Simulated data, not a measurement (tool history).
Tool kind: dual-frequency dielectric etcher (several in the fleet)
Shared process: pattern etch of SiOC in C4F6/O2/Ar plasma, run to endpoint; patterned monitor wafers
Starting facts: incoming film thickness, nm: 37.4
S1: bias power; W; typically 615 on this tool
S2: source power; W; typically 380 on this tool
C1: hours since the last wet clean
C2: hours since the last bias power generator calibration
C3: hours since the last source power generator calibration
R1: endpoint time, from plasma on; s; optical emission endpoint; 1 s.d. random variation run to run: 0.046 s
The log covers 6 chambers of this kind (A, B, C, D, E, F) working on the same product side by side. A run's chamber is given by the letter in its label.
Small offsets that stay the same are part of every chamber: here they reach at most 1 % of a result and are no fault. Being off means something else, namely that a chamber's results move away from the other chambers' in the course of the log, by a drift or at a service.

run,hour,S1,S2,C1,C2,C3,R1
1B,1.9,615,380,196.2,2127.4,812.2,11.959
2F,4.2,615,380,575,756.9,1450.5,11.912
3D,6,615,380,129.4,928.7,1155,11.899
4E,9.5,615,380,567.8,1644.8,696.1,11.759
5C,12.5,698,340,101.6,259.8,2638,11.833
6A,15.1,698,340,24.4,4824.2,149.6,11.701
7C,17.4,698,340,106.5,264.7,2642.9,11.834
# hour 20.9: chamber E: bias power generator calibrated
8E,21,698,340,579.3,0.2,707.6,11.768
9A,24.6,698,340,33.9,4833.7,159.1,11.689
10F,27.2,698,340,598,779.9,1473.5,11.879
11B,29.5,615,380,223.8,2155,839.8,11.921
12D,33.7,615,380,157.1,956.4,1182.7,11.945
13A,35.8,615,380,45.1,4844.9,170.3,11.699
14C,39.6,615,380,128.7,286.9,2665.1,11.966
# hour 42.8: chamber F: wet clean of the chamber
15F,43.5,615,380,0.8,796.2,1489.8,11.946
16D,46.4,615,380,169.8,969.1,1195.4,11.869
17E,49.3,667,340,607.6,28.5,735.9,11.94
18B,52.5,667,340,246.8,2178,862.8,11.975
19F,54.8,667,340,12.1,807.5,1501.1,12.021
20E,56.7,667,340,615,35.9,743.3,11.996
21B,60.6,667,340,254.9,2186.1,870.9,11.952
22D,63.4,667,340,186.8,986.1,1212.4,12.021
23C,66,615,380,155.1,313.3,2691.5,11.914
# hour 67.1: chamber E: wet clean of the chamber
24A,68.6,615,380,77.9,4877.7,203.1,11.731
25F,70.7,615,380,28,823.4,1517,11.882
26A,73.9,615,380,83.2,4883,208.4,11.838
27E,76.2,615,380,9.1,55.4,762.8,11.355
28B,79.2,615,480,273.5,2204.7,889.5,10.907
29C,82.9,615,480,172,330.2,2708.4,10.979
30D,85.9,615,480,209.3,1008.6,1234.9,10.925
31A,89.3,615,480,98.6,4898.4,223.8,10.895
32E,92.2,615,480,25.1,71.4,778.8,10.5
33B,95.9,615,480,290.2,2221.4,906.2,10.884
34F,97.9,615,380,55.2,850.6,1544.2,11.939
35D,101.7,615,330,225.1,1024.4,1250.7,12.48
36C,104.8,615,330,193.9,352.1,2730.3,12.609
37A,107.9,615,330,117.2,4917,242.4,12.394
38E,111.8,615,330,44.7,91,798.4,12.129
39D,114.1,615,330,237.5,1036.8,1263.1,12.535
40F,117.8,615,330,75.1,870.5,1564.1,12.61

Next, every chamber runs the same settings. What will each give?
41A,120.8,615,380,,,,?
41B,120.8,615,380,,,,?
41C,120.8,615,380,,,,?
41D,120.8,615,380,,,,?
41E,120.8,615,380,,,,?
41F,120.8,615,380,,,,?

run,R1
41A,11.785
41B,11.922
41C,11.923
41D,11.967
41E,11.404
41F,11.982
